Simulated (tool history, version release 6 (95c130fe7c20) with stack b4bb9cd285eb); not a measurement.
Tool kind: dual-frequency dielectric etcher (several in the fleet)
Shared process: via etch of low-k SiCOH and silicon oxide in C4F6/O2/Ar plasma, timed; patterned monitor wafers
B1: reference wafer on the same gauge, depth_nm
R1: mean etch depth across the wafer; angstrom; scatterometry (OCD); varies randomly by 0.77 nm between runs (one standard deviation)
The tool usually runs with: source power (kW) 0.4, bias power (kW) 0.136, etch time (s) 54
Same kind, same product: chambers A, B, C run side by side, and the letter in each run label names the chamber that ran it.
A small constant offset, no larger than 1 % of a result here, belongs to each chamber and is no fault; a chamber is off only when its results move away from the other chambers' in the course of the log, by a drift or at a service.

run 1A hour=10 | source_power_(kW)=0.4 bias_power_(kW)=0.136 etch_time_(s)=54 | B1=119.94 | R1=1378.3
run 2B hour=15.1 | source_power_(kW)=0.4 bias_power_(kW)=0.136 etch_time_(s)=54 | B1=120.08 | R1=1390
run 3C hour=25.4 | source_power_(kW)=0.4 bias_power_(kW)=0.136 etch_time_(s)=54 | B1=120.01 | R1=1390.2
run 4C hour=32 | source_power_(kW)=0.4 bias_power_(kW)=0.136 etch_time_(s)=54 | B1=120.13 | R1=1385.3
run 5B hour=38.4 | source_power_(kW)=0.31 bias_power_(kW)=0.136 etch_time_(s)=54 | B1=119.96 | R1=1258.4
run 6A hour=46.6 | source_power_(kW)=0.31 bias_power_(kW)=0.136 etch_time_(s)=54 | B1=120.02 | R1=1262.1
run 7B hour=51.7 | source_power_(kW)=0.31 bias_power_(kW)=0.136 etch_time_(s)=54 | B1=120.03 | R1=1249.7
run 8C hour=58.3 | source_power_(kW)=0.4 bias_power_(kW)=0.136 etch_time_(s)=54 | B1=119.88 | R1=1389.6
-- hour=59.4 chamber A: wet clean of the chamber
run 9A hour=66.1 | source_power_(kW)=0.4 bias_power_(kW)=0.136 etch_time_(s)=54 | B1=120.19 | R1=1396.7
run 10B hour=74.5 | source_power_(kW)=0.4 bias_power_(kW)=0.136 etch_time_(s)=54 | B1=120.12 | R1=1395.6
run 11A hour=80.7 | source_power_(kW)=0.4 bias_power_(kW)=0.136 etch_time_(s)=54 | B1=119.97 | R1=1377.8
run 12C hour=91 | source_power_(kW)=0.35 bias_power_(kW)=0.136 etch_time_(s)=54 | B1=120.2 | R1=1311.7
-- hour=97.6 chamber C: bias power generator calibrated
run 13B hour=99.3 | source_power_(kW)=0.35 bias_power_(kW)=0.136 etch_time_(s)=54 | B1=119.98 | R1=1307.5
run 14A hour=105 | source_power_(kW)=0.35 bias_power_(kW)=0.136 etch_time_(s)=54 | B1=120.09 | R1=1313.5
run 15C hour=110.7 | source_power_(kW)=0.4 bias_power_(kW)=0.136 etch_time_(s)=54 | B1=119.87 | R1=1386.9
-- hour=115.1 chamber B: wet clean of the chamber
run 16A hour=118.4 | source_power_(kW)=0.4 bias_power_(kW)=0.136 etch_time_(s)=54 | B1=120.04 | R1=1386.9
run 17B hour=129.3 | source_power_(kW)=0.35 bias_power_(kW)=0.136 etch_time_(s)=54 | B1=120.04 | R1=1380.2
run 18C hour=136.1 | source_power_(kW)=0.35 bias_power_(kW)=0.136 etch_time_(s)=54 | B1=119.96 | R1=1288.4
run 19A hour=143 | source_power_(kW)=0.35 bias_power_(kW)=0.136 etch_time_(s)=54 | B1=120.11 | R1=1321.8
run 20C hour=149.4 | source_power_(kW)=0.46 bias_power_(kW)=0.136 etch_time_(s)=69.5 | B1=119.95 | R1=1877.7
run 21B hour=158.6 | source_power_(kW)=0.46 bias_power_(kW)=0.136 etch_time_(s)=69.5 | B1=120 | R1=1969.6
run 22A hour=165.5 | source_power_(kW)=0.46 bias_power_(kW)=0.136 etch_time_(s)=69.5 | B1=119.85 | R1=1897.3
run 23B hour=171.5 | source_power_(kW)=0.4 bias_power_(kW)=0.136 etch_time_(s)=54 | B1=120.1 | R1=1467.1
run 24C hour=178.5 | source_power_(kW)=0.4 bias_power_(kW)=0.136 etch_time_(s)=54 | B1=119.92 | R1=1390
run 25C hour=187.6 | source_power_(kW)=0.4 bias_power_(kW)=0.136 etch_time_(s)=54 | B1=120.02 | R1=1376.1
run 26A hour=197.1 | source_power_(kW)=0.4 bias_power_(kW)=0.136 etch_time_(s)=54 | B1=119.93 | R1=1394.6
run 27B hour=206.2 | source_power_(kW)=0.4 bias_power_(kW)=0.136 etch_time_(s)=54 | B1=119.94 | R1=1448.8
run 28A hour=215.4 | source_power_(kW)=0.4 bias_power_(kW)=0.136 etch_time_(s)=54 | B1=119.9 | R1=1379.8
run 29C hour=224.6 | source_power_(kW)=0.4 bias_power_(kW)=0.136 etch_time_(s)=54 | B1=120.04 | R1=1376.5
run 30B hour=231.4 | source_power_(kW)=0.4 bias_power_(kW)=0.136 etch_time_(s)=54 | B1=120.01 | R1=1459.4
run 31B hour=241.8 | source_power_(kW)=0.4 bias_power_(kW)=0.136 etch_time_(s)=54 | B1=120 | R1=1455.9

Is one chamber out of step, is the gauge drifting, or do the chambers differ by no more than their own small offsets? For an off chamber, give its letter and the likeliest cause.

A service left chamber B off against the others.
What lies behind it: etch rate over this chamber's usual, % = 5.01.

Which of the 4 candidates below, each the usual settings with something changed and its results left as question marks, puts chamber B back in line with what the other chambers give on the usual settings?
Maximum distance from the other chambers' mean on the usual settings for a result to count as in line: R1 27 angstrom
run 32B-1 hour=249.8 | source_power_(kW)=0.41 bias_power_(kW)=0.136 etch_time_(s)=56.5 | R1=?
run 32B-2 hour=249.8 | source_power_(kW)=0.39 bias_power_(kW)=0.134 etch_time_(s)=49.5 | R1=?
run 32B-3 hour=249.8 | source_power_(kW)=0.39 bias_power_(kW)=0.136 etch_time_(s)=51.5 | R1=?
run 32B-4 hour=249.8 | source_power_(kW)=0.4 bias_power_(kW)=0.139 etch_time_(s)=59.5 | R1=?

Other chambers, usual settings, mean: R1 1381.9 angstrom
run=32B-1 R1=1537.7
run=32B-2 R1=1315.2
run=32B-3 R1=1374.5
run=32B-4 R1=1614.3
32B-3 is the one that brings the chamber's results back in line with the other chambers.

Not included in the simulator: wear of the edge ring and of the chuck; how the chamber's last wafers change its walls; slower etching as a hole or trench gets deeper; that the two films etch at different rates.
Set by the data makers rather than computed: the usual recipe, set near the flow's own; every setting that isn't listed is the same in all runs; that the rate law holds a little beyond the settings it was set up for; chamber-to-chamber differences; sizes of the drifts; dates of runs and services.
